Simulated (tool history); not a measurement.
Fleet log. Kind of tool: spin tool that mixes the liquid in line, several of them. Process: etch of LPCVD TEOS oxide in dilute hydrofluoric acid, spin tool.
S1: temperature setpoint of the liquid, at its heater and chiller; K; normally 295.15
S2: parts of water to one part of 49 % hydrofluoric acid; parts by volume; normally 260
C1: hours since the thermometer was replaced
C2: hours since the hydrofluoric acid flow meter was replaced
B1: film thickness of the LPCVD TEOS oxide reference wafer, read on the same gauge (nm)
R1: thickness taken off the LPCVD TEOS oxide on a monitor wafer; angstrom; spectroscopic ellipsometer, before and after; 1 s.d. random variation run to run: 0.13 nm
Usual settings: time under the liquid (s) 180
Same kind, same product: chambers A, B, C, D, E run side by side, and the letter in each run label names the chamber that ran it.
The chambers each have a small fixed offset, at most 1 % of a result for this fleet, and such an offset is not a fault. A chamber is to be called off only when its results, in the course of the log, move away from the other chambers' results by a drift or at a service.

Run 1E, hour 5.3: usual settings; C1 447.6; C2 458.0; B1 139.98. Result: R1 183.20 angstrom.
Run 2A, hour 13.2: usual settings; C1 2111.2; C2 819.9; B1 140.01. Result: R1 179.59 angstrom.
Run 3C, hour 22.6: usual settings; C1 583.9; C2 250.2; B1 139.97. Result: R1 183.60 angstrom.
Run 4D, hour 27.4: usual settings; C1 215.6; C2 377.5; B1 140.02. Result: R1 182.27 angstrom.
Run 5B, hour 33.3: usual settings but S1 292.15 K; C1 962.9; C2 1275.9; B1 139.98. Result: R1 161.55 angstrom.
Run 6A, hour 38.9: usual settings but S1 292.15 K; C1 2136.9; C2 845.6; B1 140.01. Result: R1 162.26 angstrom.
Run 7D, hour 44.5: usual settings but S1 292.15 K; C1 232.7; C2 394.6; B1 140.02. Result: R1 161.33 angstrom.
Run 8E, hour 50.7: usual settings but S1 292.15 K; C1 493.0; C2 503.4; B1 140.03. Result: R1 163.88 angstrom.
Run 9C, hour 55.8: usual settings but S1 292.15 K; C1 617.1; C2 283.4; B1 140.01. Result: R1 162.60 angstrom.
Run 10B, hour 63.8: usual settings but S1 298.65 K, S2 325 parts by volume; C1 993.4; C2 1306.4; B1 139.99. Result: R1 155.97 angstrom.
Run 11E, hour 68.4: usual settings but S1 298.65 K, S2 325 parts by volume; C1 510.7; C2 521.1; B1 140.00. Result: R1 158.40 angstrom.
Run 12C, hour 73.8: usual settings but S1 298.65 K, S2 325 parts by volume; C1 635.1; C2 301.4; B1 139.99. Result: R1 152.68 angstrom.
At hour 75.1: chamber A: hydrofluoric acid flow meter replaced.
Run 13A, hour 80.1: usual settings but S1 298.65 K, S2 325 parts by volume; C1 2178.1; C2 5.1; B1 140.01. Result: R1 153.35 angstrom.
Run 14B, hour 85.2: usual settings but S1 298.65 K, S2 325 parts by volume; C1 1014.8; C2 1327.8; B1 140.03. Result: R1 156.43 angstrom.
Run 15D, hour 93.5: usual settings; C1 281.7; C2 443.6; B1 139.98. Result: R1 183.37 angstrom.
Run 16A, hour 100.1: usual settings; C1 2198.1; C2 25.1; B1 139.98. Result: R1 180.00 angstrom.
Run 17D, hour 104.3: usual settings; C1 292.5; C2 454.4; B1 140.01. Result: R1 184.22 angstrom.
At hour 105.4: chamber A: thermometer replaced.
Run 18C, hour 111.0: usual settings; C1 672.3; C2 338.6; B1 140.03. Result: R1 182.00 angstrom.
Run 19B, hour 115.6: usual settings; C1 1045.2; C2 1358.2; B1 139.99. Result: R1 182.68 angstrom.
Run 20E, hour 120.7: usual settings; C1 563.0; C2 573.4; B1 140.02. Result: R1 182.72 angstrom.
Run 21C, hour 125.8: usual settings; C1 687.1; C2 353.4; B1 139.96. Result: R1 183.07 angstrom.
Run 22D, hour 129.9: usual settings; C1 318.1; C2 480.0; B1 140.01. Result: R1 184.98 angstrom.
Run 23A, hour 135.1: usual settings; C1 29.8; C2 60.1; B1 139.99. Result: R1 181.78 angstrom.
Run 24B, hour 143.0: usual settings; C1 1072.6; C2 1385.6; B1 140.04. Result: R1 182.02 angstrom.
Run 25E, hour 147.5: usual settings; C1 589.8; C2 600.2; B1 140.02. Result: R1 179.91 angstrom.
Run 26E, hour 152.6: usual settings but S1 292.15 K; C1 594.9; C2 605.3; B1 139.96. Result: R1 161.32 angstrom.
At hour 154.3: chamber B: hydrofluoric acid flow meter replaced.
Run 27B, hour 159.8: usual settings but S1 292.15 K; C1 1089.4; C2 5.5; B1 139.98. Result: R1 164.28 angstrom.
Run 28A, hour 167.2: usual settings but S1 292.15 K; C1 61.9; C2 92.2; B1 140.02. Result: R1 162.85 angstrom.
Run 29C, hour 175.8: usual settings but S1 292.15 K; C1 737.1; C2 403.4; B1 139.99. Result: R1 162.61 angstrom.
Run 30D, hour 180.7: usual settings but S1 292.15 K; C1 368.9; C2 530.8; B1 140.02. Result: R1 163.68 angstrom.
Run 31C, hour 187.1: usual settings; C1 748.4; C2 414.7; B1 140.00. Result: R1 181.50 angstrom.
Run 32B, hour 196.3: usual settings; C1 1125.9; C2 42.0; B1 140.01. Result: R1 184.60 angstrom.
Run 33A, hour 203.3: usual settings; C1 98.0; C2 128.3; B1 139.97. Result: R1 183.40 angstrom.
Run 34E, hour 209.3: usual settings; C1 651.6; C2 662.0; B1 140.04. Result: R1 174.35 angstrom.
Run 35D, hour 214.1: usual settings; C1 402.3; C2 564.2; B1 140.00. Result: R1 181.81 angstrom.
Run 36D, hour 218.6: usual settings; C1 406.8; C2 568.7; B1 139.98. Result: R1 181.29 angstrom.
Run 37E, hour 226.7: usual settings; C1 669.0; C2 679.4; B1 139.95. Result: R1 171.98 angstrom.
Run 38B, hour 233.9: usual settings but S2 150 parts by volume; C1 1163.5; C2 79.6; B1 139.99. Result: R1 351.21 angstrom.
Run 39A, hour 242.8: usual settings but S2 150 parts by volume; C1 137.5; C2 167.8; B1 139.96. Result: R1 352.01 angstrom.
Run 40C, hour 250.5: usual settings but S2 150 parts by volume; C1 811.8; C2 478.1; B1 140.00. Result: R1 350.86 angstrom.
Run 41A, hour 256.6: usual settings but S2 150 parts by volume; C1 151.3; C2 181.6; B1 140.02. Result: R1 352.99 angstrom.

Next, every chamber runs the same settings. What will each give?
Run 42A, hour 263.3: usual settings but S1 292.65 K. Result: R1 ?.
Run 42B, hour 263.3: usual settings but S1 292.65 K. Result: R1 ?.
Run 42C, hour 263.3: usual settings but S1 292.65 K. Result: R1 ?.
Run 42D, hour 263.3: usual settings but S1 292.65 K. Result: R1 ?.
Run 42E, hour 263.3: usual settings but S1 292.65 K. Result: R1 ?.

run      R1
42A  165.84
42B  169.18
42C  167.98
42D  163.86
42E  153.72

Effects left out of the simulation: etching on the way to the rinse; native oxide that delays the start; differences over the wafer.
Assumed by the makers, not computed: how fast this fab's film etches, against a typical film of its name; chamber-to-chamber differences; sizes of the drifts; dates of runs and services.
